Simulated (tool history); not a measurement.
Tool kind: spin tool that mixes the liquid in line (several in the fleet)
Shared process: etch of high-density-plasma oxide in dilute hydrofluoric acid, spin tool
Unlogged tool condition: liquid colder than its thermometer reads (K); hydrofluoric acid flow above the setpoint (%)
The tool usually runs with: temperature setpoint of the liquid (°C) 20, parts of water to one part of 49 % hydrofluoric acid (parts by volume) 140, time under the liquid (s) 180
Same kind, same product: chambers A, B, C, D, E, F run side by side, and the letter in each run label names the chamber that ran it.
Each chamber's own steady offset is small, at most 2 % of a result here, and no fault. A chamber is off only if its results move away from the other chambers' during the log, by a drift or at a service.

| run | hour | temperature setpoint of the liquid (°C) | parts of water to one part of 49 % hydrofluoric acid (parts by volume) | time under the liquid (s) | hours since the thermometer was replaced | hours since the hydrofluoric acid flow meter was replaced | read-back film thickness of the high-density-plasma oxide reference wafer, read on the same gauge (nm) | thickness taken off the high-density-plasma oxide on a monitor wafer (nm) |
|---|---|---|---|---|---|---|---|---|
| 1A | 2.7 | 20 | 140 | 180 | 352.6 | 411.3 | 110.00 | 5.3806 |
| 2D | 5.1 | 20 | 140 | 180 | 1552.4 | 1048.0 | 109.97 | 5.3359 |
| 3E | 7.3 | 20 | 140 | 180 | 421.2 | 152.7 | 110.00 | 5.3391 |
| 4C | 10.6 | 20 | 140 | 180 | 873.2 | 1813.5 | 110.03 | 5.2881 |
| 5B | 14.6 | 20 | 140 | 180 | 2204.4 | 616.1 | 109.97 | 5.3835 |
| 6F | 17.4 | 20 | 140 | 180 | 405.2 | 961.5 | 110.00 | 5.3268 |
| 7B | 20.9 | 20 | 140 | 180 | 2210.7 | 622.4 | 109.95 | 5.3537 |
| 8A | 23.2 | 20 | 140 | 180 | 373.1 | 431.8 | 109.99 | 5.3824 |
| 9E | 27.0 | 20 | 140 | 180 | 440.9 | 172.4 | 109.93 | 5.3642 |
| 10C | 31.3 | 20 | 140 | 180 | 893.9 | 1834.2 | 110.00 | 5.3294 |
| 11F | 36.3 | 20 | 140 | 180 | 424.1 | 980.4 | 110.04 | 5.3364 |
| 12D | 38.6 | 20 | 140 | 180 | 1585.9 | 1081.5 | 110.01 | 5.2350 |
| 13C | 41.5 | 20 | 140 | 180 | 904.1 | 1844.4 | 110.03 | 5.3110 |
| 14E | 44.1 | 20 | 140 | 180 | 458.0 | 189.5 | 110.01 | 5.3359 |
| 15D | 47.7 | 20 | 140 | 180 | 1595.0 | 1090.6 | 110.00 | 5.3267 |
| 16F | 51.2 | 20 | 140 | 180 | 439.0 | 995.3 | 109.94 | 5.2343 |
| 17A | 55.4 | 20 | 140 | 180 | 405.3 | 464.0 | 109.98 | 5.4104 |
| 18B | 58.5 | 20 | 140 | 180 | 2248.3 | 660.0 | 110.00 | 5.4629 |
| 19A | 61.5 | 20 | 140 | 180 | 411.4 | 470.1 | 110.01 | 5.4161 |
| 20B | 64.6 | 20 | 140 | 180 | 2254.4 | 666.1 | 110.01 | 5.3622 |
| 21C | 69.0 | 20 | 140 | 180 | 931.6 | 1871.9 | 110.00 | 5.3090 |
| 22E | 74.1 | 20 | 140 | 180 | 488.0 | 219.5 | 109.98 | 5.3115 |
| 23F | 79.0 | 20 | 140 | 180 | 466.8 | 1023.1 | 109.97 | 5.4929 |
| 24D | 81.3 | 20 | 140 | 180 | 1628.6 | 1124.2 | 110.01 | 5.3236 |
| 25C | 85.0 | 20 | 140 | 180 | 947.6 | 1887.9 | 110.05 | 5.3462 |
| 26D | 88.4 | 20 | 140 | 180 | 1635.7 | 1131.3 | 109.98 | 5.3186 |
| 27F | 91.5 | 20 | 140 | 180 | 479.3 | 1035.6 | 109.96 | 5.5555 |
| 28E | 96.0 | 20 | 140 | 215 | 509.9 | 241.4 | 110.03 | 6.4123 |
| 29A | 99.1 | 20 | 140 | 215 | 449.0 | 507.7 | 110.01 | 6.4033 |
| 30B | 103.8 | 20 | 140 | 215 | 2293.6 | 705.3 | 110.00 | 6.5586 |
| 31C | 108.6 | 20 | 140 | 215 | 971.2 | 1911.5 | 109.98 | 6.3252 |
| 32E | 112.1 | 20 | 140 | 215 | 526.0 | 257.5 | 110.03 | 6.3237 |
| 33A | 115.4 | 20 | 140 | 215 | 465.3 | 524.0 | 109.99 | 6.3209 |
| 34F | 118.7 | 20 | 140 | 180 | 506.5 | 1062.8 | 110.03 | 5.6685 |
| 35B | 121.7 | 20 | 140 | 180 | 2311.5 | 723.2 | 110.00 | 5.4714 |
| 36D | 125.8 | 20 | 140 | 180 | 1673.1 | 1168.7 | 109.98 | 5.3022 |
| 37F | 130.3 | 20 | 140 | 180 | 518.1 | 1074.4 | 109.99 | 5.7718 |
| 38E | 134.8 | 20 | 140 | 180 | 548.7 | 280.2 | 109.99 | 5.2993 |
| 39B | 138.9 | 17 | 140 | 180 | 2328.7 | 740.4 | 109.97 | 4.7270 |
| 40C | 143.0 | 17 | 140 | 180 | 1005.6 | 1945.9 | 109.99 | 4.7681 |
| 41A | 147.3 | 17 | 140 | 180 | 497.2 | 555.9 | 110.01 | 4.6683 |
| 42D | 149.9 | 17 | 140 | 180 | 1697.2 | 1192.8 | 109.99 | 4.6845 |

What goes on in this fleet: one chamber off, a drifting gauge, or nothing beyond the chambers' own small offsets? Name the chamber and the cause, if any.

Little by little, chamber F moves away from the other chambers.
What lies behind it: hydrofluoric acid flow above the setpoint (%) = 8.17.
From this log alone, it may not be told apart from: liquid hotter than its thermometer reads (K).

Which of the 4 candidates below, each the usual settings with something changed and its results left as question marks, puts chamber F back in line with what the other chambers give on the usual settings?
In-line tolerance around the mean of the other chambers on the usual settings: thickness taken off the high-density-plasma oxide on a monitor wafer (nm) 0.1800
| 43F-1 | 153.6 | 18 | 140 | 180 |  |  |  | ? |
| 43F-2 | 153.6 | 20 | 140 | 185 |  |  |  | ? |
| 43F-3 | 153.6 | 20 | 140 | 175 |  |  |  | ? |
| 43F-4 | 153.6 | 20 | 135 | 190 |  |  |  | ? |

On the usual settings, the other chambers give on average: thickness taken off the high-density-plasma oxide on a monitor wafer (nm) 5.3416
| run | thickness taken off the high-density-plasma oxide on a monitor wafer (nm) |
|---|---|
| 43F-1 | 5.3618 |
| 43F-2 | 5.9756 |
| 43F-3 | 5.6526 |
| 43F-4 | 6.4000 |
43F-1 is the one that brings the chamber's results back in line with the other chambers.
